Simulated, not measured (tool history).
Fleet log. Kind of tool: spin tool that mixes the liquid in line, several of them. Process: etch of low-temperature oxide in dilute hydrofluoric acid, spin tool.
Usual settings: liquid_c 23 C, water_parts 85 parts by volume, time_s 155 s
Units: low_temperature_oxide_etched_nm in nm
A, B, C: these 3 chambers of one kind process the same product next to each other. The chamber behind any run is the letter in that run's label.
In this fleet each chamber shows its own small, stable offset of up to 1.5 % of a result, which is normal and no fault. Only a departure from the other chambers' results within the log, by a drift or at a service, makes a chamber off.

run   hour  liquid_c  water_parts  time_s  read-back film thickness of the low-temperature oxide reference wafer, read on the same gauge (nm)  low_temperature_oxide_etched_nm
 1C   11.7        23           85     155                                                                                              139.99                           35.302
 2A     19        23           85     155                                                                                              139.99                           35.239
 3B     27        23           85     155                                                                                              139.99                           35.491
 4B   36.4        23           85     155                                                                                              139.97                           35.773
 5C   46.9        23          115     155                                                                                              140.01                           25.431
 6A   60.1        23          115     155                                                                                              140.01                           25.155
 7B   67.8        23          115     155                                                                                              140.01                           25.525
 8C   74.4        23           55     190                                                                                              140.03                           69.527
 9A     86        23           55     190                                                                                              140.04                           69.345
10A   92.4        23           55     190                                                                                              139.98                           69.323
11C    103        23           85     155                                                                                              139.99                           35.731
12B  110.7        23           85     155                                                                                              139.97                           36.097
13C  118.8        23           85     155                                                                                              140.03                           35.265
14A  125.7        23           85     155                                                                                                 140                           35.423
15B  140.3        23           85     155                                                                                                 140                           36.038
16B  147.1        23           85     155                                                                                              139.97                           36.133
17A  154.2        23          110     155                                                                                              140.03                           26.441
18C  160.7        23          110     155                                                                                              140.02                           26.622
19B    171        23          110     155                                                                                              140.06                           27.255
20A  184.2        23           70     155                                                                                                 140                           43.711
21C  195.7        23           70     155                                                                                              139.95                           43.839
22B    204        23           70     155                                                                                              140.01                           44.894
23C  215.2        23           70     185                                                                                              140.01                           52.468
24A  224.3        23           70     185                                                                                              140.06                            51.83
25B  238.5        23           70     185                                                                                              139.98                           53.961
26A  249.1        23           85     155                                                                                              139.96                           35.492
27C  259.6        23           85     155                                                                                              140.01                             35.7
28C  272.9        23           85     155                                                                                              139.99                           35.206
29A  286.9        23           85     155                                                                                                 140                           35.429
30B  300.8        23           85     155                                                                                              139.99                           36.565
31C  308.5        23           85     155                                                                                              139.98                           35.388
32B  319.3        23           85     155                                                                                              139.98                           37.028
33A  330.8        23           85     155                                                                                              140.03                            35.28
34C  341.8        23           85     155                                                                                              139.99                           35.362
35B  355.6        23           85     155                                                                                              140.06                           37.391

All chambers now run identical settings, listed one chamber a line with results as question marks. What results will each chamber show?
36A  366.1        23           85      90                                                                                                                                    ?
36B  366.1        23           85      90                                                                                                                                    ?
36C  366.1        23           85      90                                                                                                                                    ?

run  low_temperature_oxide_etched_nm
36A                           20.366
36B                           21.946
36C                            20.43

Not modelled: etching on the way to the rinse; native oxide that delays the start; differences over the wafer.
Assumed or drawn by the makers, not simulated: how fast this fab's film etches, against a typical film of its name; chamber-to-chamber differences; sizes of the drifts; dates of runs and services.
